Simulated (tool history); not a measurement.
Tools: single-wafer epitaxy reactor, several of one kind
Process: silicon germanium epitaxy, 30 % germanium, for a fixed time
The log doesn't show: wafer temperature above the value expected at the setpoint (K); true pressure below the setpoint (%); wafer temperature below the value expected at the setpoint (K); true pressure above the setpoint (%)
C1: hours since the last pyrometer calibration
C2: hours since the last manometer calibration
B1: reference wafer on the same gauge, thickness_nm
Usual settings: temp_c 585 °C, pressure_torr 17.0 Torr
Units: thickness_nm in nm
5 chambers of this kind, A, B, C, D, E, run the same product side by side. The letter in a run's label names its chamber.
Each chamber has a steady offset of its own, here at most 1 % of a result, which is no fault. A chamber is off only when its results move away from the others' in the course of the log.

Run 1A, day 0.212: usual settings; C1 2543.7; C2 712.6; B1 42.408. Result: thickness_nm 41.195 nm.
Run 2D, day 0.612: usual settings; C1 601.1; C2 620.2; B1 42.387. Result: thickness_nm 41.273 nm.
Run 3E, day 1.058: usual settings; C1 889.1; C2 567.5; B1 42.431. Result: thickness_nm 41.430 nm.
At day 1.221: chamber C: pyrometer calibrated.
Run 4B, day 1.429: usual settings; C1 425.7; C2 625.5; B1 42.365. Result: thickness_nm 41.716 nm.
Run 5C, day 1.650: usual settings; C1 10.3; C2 354.0; B1 42.397. Result: thickness_nm 41.724 nm.
Run 6B, day 1.942: usual settings but temp_c 576 °C; C1 438.0; C2 637.8; B1 42.369. Result: thickness_nm 35.555 nm.
Run 7E, day 2.350: usual settings but temp_c 576 °C; C1 920.1; C2 598.5; B1 42.356. Result: thickness_nm 35.184 nm.
At day 2.354: chamber A: pyrometer calibrated.
Run 8D, day 2.721: usual settings but temp_c 576 °C; C1 651.7; C2 670.8; B1 42.419. Result: thickness_nm 35.035 nm.
Run 9A, day 2.967: usual settings but temp_c 576 °C; C1 14.8; C2 778.7; B1 42.449. Result: thickness_nm 34.880 nm.
Run 10C, day 3.200: usual settings but temp_c 576 °C; C1 47.5; C2 391.2; B1 42.360. Result: thickness_nm 35.283 nm.
Run 11B, day 3.442: usual settings; C1 474.0; C2 673.8; B1 42.437. Result: thickness_nm 41.643 nm.
Run 12E, day 3.788: usual settings; C1 954.6; C2 633.0; B1 42.398. Result: thickness_nm 41.511 nm.
Run 13D, day 4.229: usual settings but pressure_torr 20.3 Torr; C1 687.9; C2 707.0; B1 42.395. Result: thickness_nm 44.304 nm.
Run 14C, day 4.538: usual settings but pressure_torr 20.3 Torr; C1 79.6; C2 423.3; B1 42.434. Result: thickness_nm 44.848 nm.
Run 15A, day 4.742: usual settings but pressure_torr 20.3 Torr; C1 57.4; C2 821.3; B1 42.435. Result: thickness_nm 44.496 nm.
Run 16C, day 5.083: usual settings but pressure_torr 20.3 Torr; C1 92.7; C2 436.4; B1 42.383. Result: thickness_nm 44.289 nm.
Run 17D, day 5.408: usual settings but pressure_torr 20.3 Torr; C1 716.2; C2 735.3; B1 42.438. Result: thickness_nm 44.487 nm.
Run 18A, day 5.617: usual settings; C1 78.4; C2 842.3; B1 42.409. Result: thickness_nm 41.525 nm.
Run 19B, day 6.017: usual settings but temp_c 595 °C, pressure_torr 13.9 Torr; C1 535.8; C2 735.6; B1 42.418. Result: thickness_nm 46.656 nm.
Run 20E, day 6.267: usual settings but temp_c 595 °C, pressure_torr 13.9 Torr; C1 1014.1; C2 692.5; B1 42.336. Result: thickness_nm 46.409 nm.
Run 21A, day 6.462: usual settings but temp_c 595 °C, pressure_torr 13.9 Torr; C1 98.7; C2 862.6; B1 42.374. Result: thickness_nm 46.309 nm.
Run 22E, day 6.871: usual settings but temp_c 595 °C, pressure_torr 13.9 Torr; C1 1028.6; C2 707.0; B1 42.394. Result: thickness_nm 46.368 nm.
Run 23D, day 7.304: usual settings but temp_c 595 °C, pressure_torr 13.9 Torr; C1 761.7; C2 780.8; B1 42.381. Result: thickness_nm 46.547 nm.
Run 24C, day 7.562: usual settings; C1 152.2; C2 495.9; B1 42.385. Result: thickness_nm 41.894 nm.
Run 25B, day 7.854: usual settings; C1 579.9; C2 779.7; B1 42.434. Result: thickness_nm 41.793 nm.
Run 26E, day 8.308: usual settings; C1 1063.1; C2 741.5; B1 42.449. Result: thickness_nm 41.394 nm.
Run 27D, day 8.650: usual settings; C1 794.0; C2 813.1; B1 42.434. Result: thickness_nm 41.497 nm.
Run 28A, day 8.979: usual settings; C1 159.1; C2 923.0; B1 42.351. Result: thickness_nm 41.269 nm.
Run 29C, day 9.433: usual settings; C1 197.1; C2 540.8; B1 42.427. Result: thickness_nm 41.886 nm.
At day 9.604: chamber E: pyrometer calibrated.
Run 30B, day 9.638: usual settings; C1 622.7; C2 822.5; B1 42.383. Result: thickness_nm 41.798 nm.
Run 31C, day 9.862: usual settings; C1 207.4; C2 551.1; B1 42.416. Result: thickness_nm 41.625 nm.
Run 32B, day 10.204: usual settings; C1 636.3; C2 836.1; B1 42.428. Result: thickness_nm 41.538 nm.
Run 33A, day 10.633: usual settings; C1 198.8; C2 962.7; B1 42.442. Result: thickness_nm 41.564 nm.
Run 34D, day 11.058: usual settings; C1 851.8; C2 870.9; B1 42.455. Result: thickness_nm 41.925 nm.
Run 35E, day 11.442: usual settings; C1 44.1; C2 816.7; B1 42.423. Result: thickness_nm 41.482 nm.
Run 36C, day 11.879: usual settings; C1 255.8; C2 599.5; B1 42.417. Result: thickness_nm 41.541 nm.
Run 37E, day 12.229: usual settings but temp_c 579 °C; C1 63.0; C2 835.6; B1 42.426. Result: thickness_nm 37.119 nm.

All 5 chambers run these settings next. Forecast each chamber's results:
Run 38A, day 12.558: usual settings. Result: thickness_nm ?.
Run 38B, day 12.558: usual settings. Result: thickness_nm ?.
Run 38C, day 12.558: usual settings. Result: thickness_nm ?.
Run 38D, day 12.558: usual settings. Result: thickness_nm ?.
Run 38E, day 12.558: usual settings. Result: thickness_nm ?.

run  thickness_nm
38A        41.440
38B        41.924
38C        41.671
38D        41.881
38E        41.166
